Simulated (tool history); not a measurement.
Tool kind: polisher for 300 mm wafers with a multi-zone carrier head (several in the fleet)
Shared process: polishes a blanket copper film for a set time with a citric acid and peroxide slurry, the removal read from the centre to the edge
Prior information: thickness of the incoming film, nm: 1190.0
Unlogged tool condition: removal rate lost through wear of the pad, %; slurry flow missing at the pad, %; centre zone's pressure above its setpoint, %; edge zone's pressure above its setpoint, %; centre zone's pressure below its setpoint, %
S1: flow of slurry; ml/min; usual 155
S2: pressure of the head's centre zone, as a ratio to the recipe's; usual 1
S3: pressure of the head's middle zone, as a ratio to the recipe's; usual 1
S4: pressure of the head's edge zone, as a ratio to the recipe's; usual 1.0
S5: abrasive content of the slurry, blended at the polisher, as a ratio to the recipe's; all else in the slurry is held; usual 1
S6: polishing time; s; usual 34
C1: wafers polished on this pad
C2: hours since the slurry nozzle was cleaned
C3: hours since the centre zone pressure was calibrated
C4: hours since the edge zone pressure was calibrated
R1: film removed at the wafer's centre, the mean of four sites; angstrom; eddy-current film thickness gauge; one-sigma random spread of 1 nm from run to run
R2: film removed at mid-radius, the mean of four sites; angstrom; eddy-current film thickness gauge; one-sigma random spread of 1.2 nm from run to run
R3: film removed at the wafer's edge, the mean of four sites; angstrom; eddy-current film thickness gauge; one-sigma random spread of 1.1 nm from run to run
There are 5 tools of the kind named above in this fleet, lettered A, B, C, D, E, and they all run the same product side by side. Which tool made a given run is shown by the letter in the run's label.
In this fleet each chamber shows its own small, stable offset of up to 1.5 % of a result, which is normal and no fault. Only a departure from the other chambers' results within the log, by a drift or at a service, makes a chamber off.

run 1A day=0.208 | S1=155 S2=1 S3=1 S4=1.0 S5=1 S6=34 | C1=464 C2=304.5 C3=75.7 C4=283.8 | R1=972.80 R2=968.34 R3=966.22
-- day=0.217 chamber A: worn pad replaced by a new one
run 2C day=0.392 | S1=155 S2=1 S3=1 S4=1.0 S5=1 S6=34 | C1=467 C2=214.7 C3=525.1 C4=510.0 | R1=949.97 R2=982.42 R3=960.25
-- day=0.433 chamber B: worn pad replaced by a new one
run 3D day=0.592 | S1=155 S2=1 S3=1 S4=1.0 S5=1 S6=34 | C1=800 C2=174.4 C3=300.8 C4=718.2 | R1=971.59 R2=966.90 R3=957.77
run 4E day=0.817 | S1=155 S2=1 S3=1 S4=1.0 S5=1 S6=34 | C1=498 C2=327.6 C3=509.8 C4=80.9 | R1=976.75 R2=964.94 R3=1002.10
run 5B day=0.946 | S1=155 S2=1 S3=1 S4=1.0 S5=1 S6=34 | C1=134 C2=72.5 C3=1056.0 C4=208.7 | R1=984.62 R2=999.76 R3=987.86
run 6C day=1.133 | S1=155 S2=1 S3=1 S4=1.0 S5=1 S6=34 | C1=661 C2=232.5 C3=542.9 C4=527.8 | R1=951.04 R2=966.24 R3=979.00
run 7B day=1.250 | S1=155 S2=1 S3=1 S4=1.0 S5=1 S6=34 | C1=214 C2=79.8 C3=1063.3 C4=216.0 | R1=980.19 R2=974.44 R3=986.68
-- day=1.425 chamber C: edge zone pressure recalibrated
run 8D day=1.479 | S1=155 S2=1 S3=1 S4=1.0 S5=1 S6=34 | C1=1032 C2=195.7 C3=322.1 C4=739.5 | R1=986.03 R2=957.44 R3=972.71
-- day=1.538 chamber B: centre zone pressure recalibrated
run 9A day=1.671 | S1=155 S2=1 S3=1 S4=1.0 S5=1 S6=34 | C1=380 C2=339.6 C3=110.8 C4=318.9 | R1=963.58 R2=975.65 R3=987.02
run 10E day=1.775 | S1=155 S2=1 S3=1 S4=1.0 S5=1 S6=34 | C1=749 C2=350.6 C3=532.8 C4=103.9 | R1=982.31 R2=979.43 R3=994.91
run 11B day=1.904 | S1=155 S2=1 S3=1 S4=1.0 S5=1 S6=34 | C1=385 C2=95.5 C3=8.8 C4=231.7 | R1=997.61 R2=1001.40 R3=969.11
run 12E day=2.083 | S1=155 S2=1 S3=1 S4=1.0 S5=1 S6=34 | C1=830 C2=358.0 C3=540.2 C4=111.3 | R1=977.28 R2=976.64 R3=971.94
-- day=2.150 chamber E: worn pad replaced by a new one
-- day=2.208 chamber A: worn pad replaced by a new one
run 13D day=2.300 | S1=155 S2=1 S3=1 S4=1.0 S5=1 S6=34 | C1=1247 C2=215.4 C3=341.8 C4=759.2 | R1=957.47 R2=978.90 R3=958.13
run 14C day=2.429 | S1=155 S2=1 S3=1 S4=1.0 S5=1 S6=34 | C1=1001 C2=263.6 C3=574.0 C4=24.2 | R1=971.43 R2=967.51 R3=980.59
-- day=2.567 chamber E: centre zone pressure recalibrated
run 15A day=2.625 | S1=155 S2=1 S3=1 S4=1.0 S5=1 S6=34 | C1=109 C2=362.5 C3=133.7 C4=341.8 | R1=960.15 R2=984.21 R3=961.97
-- day=2.758 chamber C: worn pad replaced by a new one
-- day=2.817 chamber D: worn pad replaced by a new one
run 16D day=2.829 | S1=155 S2=1 S3=1 S4=1.0 S5=1 S6=34 | C1=4 C2=228.1 C3=354.5 C4=771.9 | R1=974.02 R2=966.98 R3=966.88
run 17B day=2.933 | S1=155 S2=1 S3=1 S4=1.0 S5=1 S6=34 | C1=654 C2=120.2 C3=33.5 C4=256.4 | R1=1003.10 R2=965.38 R3=980.60
run 18E day=3.104 | S1=155 S2=1 S3=1 S4=1.0 S5=1 S6=34 | C1=250 C2=382.5 C3=13.0 C4=135.8 | R1=960.18 R2=970.98 R3=966.68
run 19A day=3.254 | S1=155 S2=1 S3=1 S4=1.0 S5=1 S6=34 | C1=273 C2=377.6 C3=148.8 C4=356.9 | R1=955.72 R2=999.94 R3=973.21
run 20C day=3.396 | S1=155 S2=1 S3=1 S4=1.0 S5=1 S6=34 | C1=167 C2=286.8 C3=597.2 C4=47.4 | R1=980.35 R2=976.64 R3=966.82
run 21C day=3.592 | S1=155 S2=1 S3=1 S4=1.0 S5=1 S6=34 | C1=219 C2=291.5 C3=601.9 C4=52.1 | R1=963.51 R2=982.21 R3=968.88
-- day=3.704 chamber C: slurry nozzle cleaned
run 22D day=3.717 | S1=155 S2=1 S3=1 S4=1.1 S5=1 S6=34 | C1=236 C2=249.4 C3=375.8 C4=793.2 | R1=982.59 R2=965.66 R3=1019.80
run 23B day=3.858 | S1=155 S2=1 S3=1 S4=1.1 S5=1 S6=34 | C1=896 C2=142.4 C3=55.7 C4=278.6 | R1=984.03 R2=999.18 R3=1020.80
run 24E day=3.983 | S1=155 S2=1 S3=1 S4=1.1 S5=1 S6=34 | C1=480 C2=403.6 C3=34.1 C4=156.9 | R1=950.98 R2=958.73 R3=1030.00
-- day=4.133 chamber A: worn pad replaced by a new one
run 25A day=4.171 | S1=155 S2=1 S3=1 S4=1.1 S5=1 S6=34 | C1=9 C2=399.6 C3=170.8 C4=378.9 | R1=961.74 R2=964.85 R3=1012.60
run 26C day=4.346 | S1=155 S2=1 S3=1 S4=1.1 S5=1 S6=34 | C1=416 C2=15.5 C3=620.0 C4=70.2 | R1=972.01 R2=990.45 R3=1057.30
run 27B day=4.492 | S1=155 S2=1 S3=1 S4=1.0 S5=1 S6=34 | C1=1062 C2=157.6 C3=70.9 C4=293.8 | R1=983.94 R2=980.54 R3=987.99
run 28A day=4.629 | S1=155 S2=1 S3=1 S4=1.0 S5=1 S6=34 | C1=129 C2=410.6 C3=181.8 C4=389.9 | R1=963.27 R2=1006.20 R3=966.98
-- day=4.792 chamber B: worn pad replaced by a new one
run 29E day=4.842 | S1=180 S2=1 S3=1 S4=1.0 S5=1 S6=34 | C1=705 C2=424.2 C3=54.7 C4=177.5 | R1=966.64 R2=987.68 R3=993.20
run 30D day=5.025 | S1=180 S2=1 S3=1 S4=1.0 S5=1 S6=34 | C1=578 C2=280.8 C3=407.2 C4=824.6 | R1=1007.10 R2=1005.70 R3=974.84
run 31C day=5.258 | S1=180 S2=1 S3=1 S4=1.0 S5=1 S6=34 | C1=655 C2=37.4 C3=641.9 C4=92.1 | R1=992.43 R2=1006.20 R3=993.60
run 32E day=5.375 | S1=180 S2=1 S3=1 S4=1.0 S5=1 S6=34 | C1=844 C2=437.0 C3=67.5 C4=190.3 | R1=956.71 R2=967.21 R3=973.16
-- day=5.408 chamber E: worn pad replaced by a new one
run 33D day=5.508 | S1=180 S2=1 S3=1 S4=1.0 S5=1 S6=34 | C1=705 C2=292.4 C3=418.8 C4=836.2 | R1=1007.60 R2=999.24 R3=992.40
run 34B day=5.742 | S1=155 S2=1 S3=1 S4=1.0 S5=1 S6=34 | C1=249 C2=187.6 C3=100.9 C4=323.8 | R1=974.97 R2=983.22 R3=970.41
run 35A day=5.871 | S1=155 S2=1 S3=1 S4=1.0 S5=1 S6=34 | C1=454 C2=440.4 C3=211.6 C4=419.7 | R1=963.67 R2=988.03 R3=954.67
-- day=5.988 chamber A: worn pad replaced by a new one
-- day=6.046 chamber A: edge zone pressure recalibrated
run 36A day=6.104 | S1=155 S2=1 S3=1 S4=1.0 S5=1 S6=34 | C1=31 C2=446.0 C3=217.2 C4=1.5 | R1=965.51 R2=989.94 R3=972.03
run 37E day=6.208 | S1=155 S2=1 S3=1 S4=1.0 S5=1 S6=34 | C1=210 C2=457.0 C3=87.5 C4=210.3 | R1=889.70 R2=892.92 R3=937.46
run 38B day=6.362 | S1=155 S2=1 S3=1 S4=1.0 S5=1 S6=34 | C1=411 C2=202.5 C3=115.8 C4=338.7 | R1=987.40 R2=973.83 R3=964.72
run 39C day=6.488 | S1=190 S2=1 S3=1 S4=1.0 S5=1 S6=39 | C1=976 C2=66.9 C3=671.4 C4=121.6 | R1=1170.10 R2=1124.00 R3=1157.10
run 40D day=6.642 | S1=190 S2=1 S3=1 S4=1.0 S5=1 S6=39 | C1=1001 C2=319.6 C3=446.0 C4=863.4 | R1=1185.80 R2=1197.00 R3=1140.40

The same settings go to every chamber for the next run, one line per chamber below. Forecast the results for each:
run 41A day=6.812 | S1=155 S2=1 S3=1 S4=1.0 S5=1 S6=34 | R1=? R2=? R3=?
run 41B day=6.812 | S1=155 S2=1 S3=1 S4=1.0 S5=1 S6=34 | R1=? R2=? R3=?
run 41C day=6.812 | S1=155 S2=1 S3=1 S4=1.0 S5=1 S6=34 | R1=? R2=? R3=?
run 41D day=6.812 | S1=155 S2=1 S3=1 S4=1.0 S5=1 S6=34 | R1=? R2=? R3=?
run 41E day=6.812 | S1=155 S2=1 S3=1 S4=1.0 S5=1 S6=34 | R1=? R2=? R3=?

run=41A R1=959.83 R2=966.08 R3=980.16
run=41B R1=982.00 R2=984.49 R3=964.40
run=41C R1=965.70 R2=989.20 R3=988.34
run=41D R1=960.00 R2=967.69 R3=956.09
run=41E R1=895.87 R2=896.70 R3=918.88
